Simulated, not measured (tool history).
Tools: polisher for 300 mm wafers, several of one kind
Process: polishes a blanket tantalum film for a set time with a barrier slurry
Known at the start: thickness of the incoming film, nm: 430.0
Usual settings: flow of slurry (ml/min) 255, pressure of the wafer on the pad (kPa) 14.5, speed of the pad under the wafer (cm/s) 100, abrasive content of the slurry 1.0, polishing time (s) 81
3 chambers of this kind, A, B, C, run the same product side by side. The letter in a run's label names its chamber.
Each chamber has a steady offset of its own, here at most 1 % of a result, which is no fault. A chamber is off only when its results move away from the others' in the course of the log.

run	hour	flow of slurry (ml/min)	pressure of the wafer on the pad (kPa)	speed of the pad under the wafer (cm/s)	abrasive content of the slurry	polishing time (s)	wafers polished on this pad	hours since the slurry nozzle was cleaned	hours since the head pressure was calibrated	hours since the slurry blender was calibrated	film removed (angstrom)
1B	2.3	255	14.5	100	1.0	81	350	110.2	168.2	145.4	1638.4
2A	4.8	255	14.5	100	1.0	81	335	361.7	928.4	51.4	1626.7
3C	9.1	255	14.5	100	1.0	81	828	242.7	245.6	233.4	1604.7
4A	12.7	255	14.5	100	1.0	81	406	369.6	936.3	59.3	1631.4
5C	16.1	255	14.5	100	1.0	81	891	249.7	252.6	240.4	1595.6
6B	18.6	255	14.5	100	1.0	81	497	126.5	184.5	161.7	1597.8
7C	21.5	255	14.5	100	1.0	81	940	255.1	258.0	245.8	1620.9
8A	23.8	255	14.5	100	1.0	81	506	380.7	947.4	70.4	1589.1
9B	27.1	255	14.5	100	1.0	81	574	135.0	193.0	170.2	1613.8
10C	31.0	255	14.5	100	1.0	81	1025	264.6	267.5	255.3	1634.3
11A	34.0	255	14.5	100	1.0	81	598	390.9	957.6	80.6	1614.9
12B	36.7	255	14.5	100	1.0	81	660	144.6	202.6	179.8	1627.1
13A	39.4	255	15.9	100	1.1	81	646	396.3	963.0	86.0	1774.9
# hour 39.8: chamber A: head pressure recalibrated
14B	41.5	255	15.9	100	1.1	81	703	149.4	207.4	184.6	1830.8
15C	43.6	255	15.9	100	1.1	81	1138	277.2	280.1	267.9	1806.1
16B	47.3	255	14.5	100	1.0	81	755	155.2	213.2	190.4	1620.7
17A	49.7	255	14.5	100	1.0	81	739	406.6	10.0	96.3	1773.1
18C	51.8	255	14.5	74	1.0	81	1212	285.4	288.3	276.1	1222.9
19A	54.5	255	14.5	74	1.0	81	782	411.4	14.8	101.1	1318.4
20B	57.2	255	14.5	74	1.0	81	844	165.1	223.1	200.3	1200.7
21C	60.4	255	14.5	118	1.0	81	1290	294.0	296.9	284.7	1904.1
22C	64.4	255	14.5	118	1.0	81	1326	298.0	300.9	288.7	1899.9
23A	67.0	255	14.5	118	1.0	81	895	423.9	27.3	113.6	2144.3

All 3 chambers run these settings next. Forecast each chamber's results:
24A	70.1	255	14.5	100	1.0	81					?
24B	70.1	255	14.5	100	1.0	81					?
24C	70.1	255	14.5	100	1.0	81					?

run	film removed (angstrom)
24A	1808.6
24B	1620.8
24C	1638.9

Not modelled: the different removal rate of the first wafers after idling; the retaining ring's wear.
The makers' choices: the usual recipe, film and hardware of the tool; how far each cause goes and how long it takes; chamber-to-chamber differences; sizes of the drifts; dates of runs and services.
